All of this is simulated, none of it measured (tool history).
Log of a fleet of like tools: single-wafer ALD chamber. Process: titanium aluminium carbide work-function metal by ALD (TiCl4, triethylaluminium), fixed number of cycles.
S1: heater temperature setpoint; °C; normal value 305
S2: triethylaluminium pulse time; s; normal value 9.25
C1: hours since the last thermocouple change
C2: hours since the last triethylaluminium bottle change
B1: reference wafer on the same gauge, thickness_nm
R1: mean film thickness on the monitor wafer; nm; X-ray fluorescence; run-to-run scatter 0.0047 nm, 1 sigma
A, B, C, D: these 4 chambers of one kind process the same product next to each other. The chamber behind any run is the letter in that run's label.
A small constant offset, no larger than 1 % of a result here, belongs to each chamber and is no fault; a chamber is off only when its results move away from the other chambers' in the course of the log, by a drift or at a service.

{"run": "1C", "hour": 6.1, "S1": 305, "S2": 9.25, "C1": 189.7, "C2": 300.6, "B1": 1.9811, "R1": 2.0277}
{"run": "2D", "hour": 11.8, "S1": 305, "S2": 9.25, "C1": 880.1, "C2": 683, "B1": 1.9801, "R1": 2.0178}
{"run": "3B", "hour": 15.0, "S1": 305, "S2": 9.25, "C1": 232.4, "C2": 876.4, "B1": 1.9798, "R1": 2.0038}
{"run": "4A", "hour": 20.0, "S1": 305, "S2": 9.25, "C1": 662.8, "C2": 1297.5, "B1": 1.9797, "R1": 2.0288}
{"hour": 23.3, "done": "chamber B: triethylaluminium bottle replaced"}
{"run": "5B", "hour": 25.5, "S1": 305, "S2": 9.25, "C1": 242.9, "C2": 2.3, "B1": 1.9805, "R1": 2.0079}
{"run": "6C", "hour": 28.4, "S1": 305, "S2": 9.25, "C1": 212, "C2": 322.9, "B1": 1.9799, "R1": 2.0275}
{"run": "7D", "hour": 33.6, "S1": 305, "S2": 9.25, "C1": 901.9, "C2": 704.8, "B1": 1.9792, "R1": 2.0246}
{"run": "8A", "hour": 39.3, "S1": 305, "S2": 9.25, "C1": 682.1, "C2": 1316.8, "B1": 1.9802, "R1": 2.0309}
{"run": "9A", "hour": 45.5, "S1": 305, "S2": 9.25, "C1": 688.3, "C2": 1323, "B1": 1.9802, "R1": 2.0296}
{"run": "10D", "hour": 48.8, "S1": 305, "S2": 9.25, "C1": 917.1, "C2": 720, "B1": 1.98, "R1": 2.028}
{"run": "11B", "hour": 53.9, "S1": 305, "S2": 9.25, "C1": 271.3, "C2": 30.7, "B1": 1.9796, "R1": 2.0099}
{"run": "12C", "hour": 57.6, "S1": 305, "S2": 9.25, "C1": 241.2, "C2": 352.1, "B1": 1.9793, "R1": 2.0227}
{"run": "13D", "hour": 61.2, "S1": 305, "S2": 9.25, "C1": 929.5, "C2": 732.4, "B1": 1.9806, "R1": 2.022}
{"hour": 61.7, "done": "chamber D: thermocouple changed; heater temperature recalibrated"}
{"run": "14B", "hour": 64.3, "S1": 305, "S2": 9.25, "C1": 281.7, "C2": 41.1, "B1": 1.9802, "R1": 2.0115}
{"run": "15A", "hour": 67.5, "S1": 305, "S2": 9.25, "C1": 710.3, "C2": 1345, "B1": 1.9799, "R1": 2.0327}
{"run": "16C", "hour": 73.0, "S1": 305, "S2": 9.25, "C1": 256.6, "C2": 367.5, "B1": 1.9801, "R1": 2.0263}
{"run": "17C", "hour": 76.8, "S1": 305, "S2": 9.25, "C1": 260.4, "C2": 371.3, "B1": 1.9805, "R1": 2.0181}
{"run": "18B", "hour": 82.5, "S1": 305, "S2": 9.25, "C1": 299.9, "C2": 59.3, "B1": 1.9808, "R1": 2.0092}
{"run": "19D", "hour": 87.4, "S1": 305, "S2": 9.25, "C1": 25.7, "C2": 758.6, "B1": 1.9796, "R1": 2.0683}
{"run": "20A", "hour": 93.4, "S1": 305, "S2": 9.25, "C1": 736.2, "C2": 1370.9, "B1": 1.98, "R1": 2.0211}
{"run": "21C", "hour": 97.9, "S1": 319, "S2": 12.14, "C1": 281.5, "C2": 392.4, "B1": 1.98, "R1": 2.2078}
{"run": "22A", "hour": 101.4, "S1": 319, "S2": 12.14, "C1": 744.2, "C2": 1378.9, "B1": 1.9795, "R1": 2.2073}
{"run": "23B", "hour": 106.1, "S1": 319, "S2": 12.14, "C1": 323.5, "C2": 82.9, "B1": 1.9796, "R1": 2.1886}
{"run": "24D", "hour": 109.5, "S1": 319, "S2": 12.14, "C1": 47.8, "C2": 780.7, "B1": 1.9803, "R1": 2.2378}
{"run": "25B", "hour": 115.8, "S1": 305, "S2": 9.25, "C1": 333.2, "C2": 92.6, "B1": 1.9796, "R1": 2.0085}

Does one chamber stand apart from the rest, does the shared gauge drift, or is all well apart from small per-chamber offsets? Give the chamber and the most likely cause, where there is one.

Chamber D has stood off from the others ever since a service on it.
Most likely cause: wafer temperature above the value expected at the setpoint (K) = 4.17.

Here are 4 candidates for chamber D's next run, each the usual settings with a change, their results left as question marks. Which one brings its results back in line with what the others give on the usual settings?
In-line tolerance around the mean of the other chambers on the usual settings: R1 0.016 nm
{"run": "26D-1", "hour": 120.4, "S1": 304, "S2": 9.12, "R1": "?"}
{"run": "26D-2", "hour": 120.4, "S1": 303, "S2": 8.71, "R1": "?"}
{"run": "26D-3", "hour": 120.4, "S1": 305, "S2": 9.53, "R1": "?"}
{"run": "26D-4", "hour": 120.4, "S1": 307, "S2": 9.79, "R1": "?"}

Mean of the other chambers on the usual settings: R1 2.0215 nm
run=26D-1 R1=2.046
run=26D-2 R1=2.0229
run=26D-3 R1=2.0673
run=26D-4 R1=2.0921
26D-2 puts the chamber back in line with the other chambers.
